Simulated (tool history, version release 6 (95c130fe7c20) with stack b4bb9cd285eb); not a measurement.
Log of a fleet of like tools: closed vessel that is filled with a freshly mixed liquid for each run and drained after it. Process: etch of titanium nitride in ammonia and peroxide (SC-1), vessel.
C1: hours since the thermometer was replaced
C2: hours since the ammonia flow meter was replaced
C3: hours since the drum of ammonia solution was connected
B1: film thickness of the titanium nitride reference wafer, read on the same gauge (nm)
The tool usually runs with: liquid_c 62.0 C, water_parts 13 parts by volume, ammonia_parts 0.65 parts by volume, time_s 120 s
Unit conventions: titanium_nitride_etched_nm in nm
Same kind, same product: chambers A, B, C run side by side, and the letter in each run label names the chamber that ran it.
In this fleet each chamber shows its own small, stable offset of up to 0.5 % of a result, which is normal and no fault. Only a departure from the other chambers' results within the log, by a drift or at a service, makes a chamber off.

{"run": "1C", "hour": 6.4, "liquid_c": 62.0, "water_parts": 13, "ammonia_parts": 0.65, "time_s": 120, "C1": 1229.1, "C2": 1190.4, "C3": 394.1, "B1": 50.005, "titanium_nitride_etched_nm": 9.3689}
{"run": "2A", "hour": 11.6, "liquid_c": 62.0, "water_parts": 13, "ammonia_parts": 0.65, "time_s": 120, "C1": 1141.9, "C2": 331.4, "C3": 914.7, "B1": 50.018, "titanium_nitride_etched_nm": 9.4249}
{"run": "3B", "hour": 16.7, "liquid_c": 62.0, "water_parts": 13, "ammonia_parts": 0.65, "time_s": 120, "C1": 100.2, "C2": 1081.4, "C3": 695.3, "B1": 49.996, "titanium_nitride_etched_nm": 9.4135}
{"run": "4C", "hour": 22.5, "liquid_c": 62.0, "water_parts": 13, "ammonia_parts": 0.65, "time_s": 120, "C1": 1245.2, "C2": 1206.5, "C3": 410.2, "B1": 49.989, "titanium_nitride_etched_nm": 9.1866}
{"run": "5A", "hour": 29.5, "liquid_c": 62.0, "water_parts": 13, "ammonia_parts": 0.65, "time_s": 120, "C1": 1159.8, "C2": 349.3, "C3": 932.6, "B1": 49.991, "titanium_nitride_etched_nm": 9.3553}
{"run": "6B", "hour": 35.4, "liquid_c": 62.0, "water_parts": 13, "ammonia_parts": 0.65, "time_s": 120, "C1": 118.9, "C2": 1100.1, "C3": 714.0, "B1": 49.994, "titanium_nitride_etched_nm": 9.4394}
{"run": "7A", "hour": 41.4, "liquid_c": 62.0, "water_parts": 13, "ammonia_parts": 0.65, "time_s": 120, "C1": 1171.7, "C2": 361.2, "C3": 944.5, "B1": 50.024, "titanium_nitride_etched_nm": 9.2261}
{"run": "8B", "hour": 47.1, "liquid_c": 57.5, "water_parts": 13, "ammonia_parts": 0.4, "time_s": 120, "C1": 130.6, "C2": 1111.8, "C3": 725.7, "B1": 49.992, "titanium_nitride_etched_nm": 6.501}
{"run": "9C", "hour": 53.7, "liquid_c": 57.5, "water_parts": 13, "ammonia_parts": 0.4, "time_s": 120, "C1": 1276.4, "C2": 1237.7, "C3": 441.4, "B1": 49.989, "titanium_nitride_etched_nm": 6.4606}
{"run": "10A", "hour": 60.2, "liquid_c": 57.5, "water_parts": 13, "ammonia_parts": 0.4, "time_s": 120, "C1": 1190.5, "C2": 380.0, "C3": 963.3, "B1": 49.97, "titanium_nitride_etched_nm": 6.3412}
{"run": "11C", "hour": 69.3, "liquid_c": 62.0, "water_parts": 13, "ammonia_parts": 0.65, "time_s": 120, "C1": 1292.0, "C2": 1253.3, "C3": 457.0, "B1": 49.996, "titanium_nitride_etched_nm": 9.2151}
{"run": "12B", "hour": 78.0, "liquid_c": 62.0, "water_parts": 13, "ammonia_parts": 0.65, "time_s": 120, "C1": 161.5, "C2": 1142.7, "C3": 756.6, "B1": 49.999, "titanium_nitride_etched_nm": 9.2977}
{"hour": 82.7, "done": "chamber B: new drum of ammonia solution connected"}
{"hour": 83.1, "done": "chamber A: new drum of ammonia solution connected"}
{"run": "13A", "hour": 86.5, "liquid_c": 62.0, "water_parts": 13, "ammonia_parts": 0.65, "time_s": 120, "C1": 1216.8, "C2": 406.3, "C3": 3.5, "B1": 49.972, "titanium_nitride_etched_nm": 9.5418}
{"run": "14C", "hour": 95.6, "liquid_c": 62.0, "water_parts": 13, "ammonia_parts": 0.65, "time_s": 120, "C1": 1318.3, "C2": 1279.6, "C3": 483.3, "B1": 50.028, "titanium_nitride_etched_nm": 9.5561}
{"run": "15B", "hour": 102.3, "liquid_c": 62.0, "water_parts": 13, "ammonia_parts": 0.65, "time_s": 120, "C1": 185.8, "C2": 1167.0, "C3": 19.6, "B1": 50.027, "titanium_nitride_etched_nm": 9.3842}
{"run": "16A", "hour": 111.3, "liquid_c": 62.0, "water_parts": 13, "ammonia_parts": 0.65, "time_s": 120, "C1": 1241.6, "C2": 431.1, "C3": 28.3, "B1": 49.988, "titanium_nitride_etched_nm": 9.4198}
{"run": "17B", "hour": 116.4, "liquid_c": 62.0, "water_parts": 13, "ammonia_parts": 0.65, "time_s": 120, "C1": 199.9, "C2": 1181.1, "C3": 33.7, "B1": 50.006, "titanium_nitride_etched_nm": 9.4516}
{"run": "18C", "hour": 124.0, "liquid_c": 62.0, "water_parts": 13, "ammonia_parts": 0.65, "time_s": 120, "C1": 1346.7, "C2": 1308.0, "C3": 511.7, "B1": 50.004, "titanium_nitride_etched_nm": 9.2848}
{"run": "19C", "hour": 130.6, "liquid_c": 62.0, "water_parts": 13, "ammonia_parts": 0.65, "time_s": 120, "C1": 1353.3, "C2": 1314.6, "C3": 518.3, "B1": 50.011, "titanium_nitride_etched_nm": 9.2864}
{"run": "20A", "hour": 140.5, "liquid_c": 62.0, "water_parts": 13, "ammonia_parts": 0.65, "time_s": 120, "C1": 1270.8, "C2": 460.3, "C3": 57.5, "B1": 50.003, "titanium_nitride_etched_nm": 9.5546}
{"run": "21B", "hour": 146.6, "liquid_c": 62.0, "water_parts": 13, "ammonia_parts": 0.65, "time_s": 120, "C1": 230.1, "C2": 1211.3, "C3": 63.9, "B1": 49.999, "titanium_nitride_etched_nm": 9.3909}
{"run": "22A", "hour": 155.8, "liquid_c": 62.0, "water_parts": 13, "ammonia_parts": 0.65, "time_s": 120, "C1": 1286.1, "C2": 475.6, "C3": 72.8, "B1": 50.002, "titanium_nitride_etched_nm": 9.3325}
{"hour": 158.0, "done": "chamber C: ammonia flow meter replaced"}
{"run": "23C", "hour": 165.7, "liquid_c": 62.0, "water_parts": 13, "ammonia_parts": 0.65, "time_s": 120, "C1": 1388.4, "C2": 7.7, "C3": 553.4, "B1": 49.999, "titanium_nitride_etched_nm": 9.2285}
{"run": "24B", "hour": 172.3, "liquid_c": 62.0, "water_parts": 13, "ammonia_parts": 0.65, "time_s": 120, "C1": 255.8, "C2": 1237.0, "C3": 89.6, "B1": 49.982, "titanium_nitride_etched_nm": 9.3592}
{"run": "25A", "hour": 180.2, "liquid_c": 62.0, "water_parts": 13, "ammonia_parts": 0.55, "time_s": 120, "C1": 1310.5, "C2": 500.0, "C3": 97.2, "B1": 49.979, "titanium_nitride_etched_nm": 9.0596}
{"run": "26B", "hour": 188.0, "liquid_c": 62.0, "water_parts": 13, "ammonia_parts": 0.55, "time_s": 120, "C1": 271.5, "C2": 1252.7, "C3": 105.3, "B1": 49.991, "titanium_nitride_etched_nm": 9.1851}
{"run": "27C", "hour": 196.8, "liquid_c": 62.0, "water_parts": 13, "ammonia_parts": 0.55, "time_s": 120, "C1": 1419.5, "C2": 38.8, "C3": 584.5, "B1": 49.998, "titanium_nitride_etched_nm": 9.167}
{"run": "28A", "hour": 204.9, "liquid_c": 62.0, "water_parts": 13, "ammonia_parts": 0.65, "time_s": 120, "C1": 1335.2, "C2": 524.7, "C3": 121.9, "B1": 50.002, "titanium_nitride_etched_nm": 9.3709}
{"run": "29C", "hour": 210.0, "liquid_c": 62.0, "water_parts": 13, "ammonia_parts": 0.65, "time_s": 120, "C1": 1432.7, "C2": 52.0, "C3": 597.7, "B1": 50.015, "titanium_nitride_etched_nm": 9.4828}
{"run": "30B", "hour": 217.5, "liquid_c": 62.0, "water_parts": 13, "ammonia_parts": 0.65, "time_s": 120, "C1": 301.0, "C2": 1282.2, "C3": 134.8, "B1": 50.025, "titanium_nitride_etched_nm": 9.5048}
{"run": "31C", "hour": 226.3, "liquid_c": 62.0, "water_parts": 13, "ammonia_parts": 0.65, "time_s": 120, "C1": 1449.0, "C2": 68.3, "C3": 614.0, "B1": 49.98, "titanium_nitride_etched_nm": 9.4109}
{"run": "32A", "hour": 234.9, "liquid_c": 62.0, "water_parts": 13, "ammonia_parts": 0.65, "time_s": 120, "C1": 1365.2, "C2": 554.7, "C3": 151.9, "B1": 50.006, "titanium_nitride_etched_nm": 9.2711}
{"run": "33B", "hour": 243.9, "liquid_c": 62.0, "water_parts": 13, "ammonia_parts": 0.65, "time_s": 120, "C1": 327.4, "C2": 1308.6, "C3": 161.2, "B1": 50.029, "titanium_nitride_etched_nm": 9.4426}
{"run": "34C", "hour": 251.9, "liquid_c": 62.0, "water_parts": 13, "ammonia_parts": 0.65, "time_s": 120, "C1": 1474.6, "C2": 93.9, "C3": 639.6, "B1": 49.998, "titanium_nitride_etched_nm": 9.4062}
{"run": "35B", "hour": 258.5, "liquid_c": 62.0, "water_parts": 13, "ammonia_parts": 0.65, "time_s": 120, "C1": 342.0, "C2": 1323.2, "C3": 175.8, "B1": 50.01, "titanium_nitride_etched_nm": 9.4039}
{"run": "36A", "hour": 264.5, "liquid_c": 62.0, "water_parts": 13, "ammonia_parts": 0.65, "time_s": 120, "C1": 1394.8, "C2": 584.3, "C3": 181.5, "B1": 49.99, "titanium_nitride_etched_nm": 9.2747}
{"run": "37B", "hour": 272.1, "liquid_c": 62.0, "water_parts": 13, "ammonia_parts": 0.65, "time_s": 120, "C1": 355.6, "C2": 1336.8, "C3": 189.4, "B1": 50.003, "titanium_nitride_etched_nm": 9.2325}
{"run": "38C", "hour": 282.7, "liquid_c": 62.0, "water_parts": 13, "ammonia_parts": 0.65, "time_s": 120, "C1": 1505.4, "C2": 124.7, "C3": 670.4, "B1": 49.987, "titanium_nitride_etched_nm": 9.4558}
{"run": "39A", "hour": 292.0, "liquid_c": 62.0, "water_parts": 13, "ammonia_parts": 0.65, "time_s": 120, "C1": 1422.3, "C2": 611.8, "C3": 209.0, "B1": 50.027, "titanium_nitride_etched_nm": 9.4389}
{"run": "40A", "hour": 301.2, "liquid_c": 62.0, "water_parts": 13, "ammonia_parts": 0.65, "time_s": 120, "C1": 1431.5, "C2": 621.0, "C3": 218.2, "B1": 50.022, "titanium_nitride_etched_nm": 9.3785}

One chamber off, gauge drift, or nothing amiss beyond the chambers' own small offsets? If it is a chamber, which one, and what is the likeliest cause?

Beyond each chamber's small constant offset nothing stands out, and the gauge stays steady.
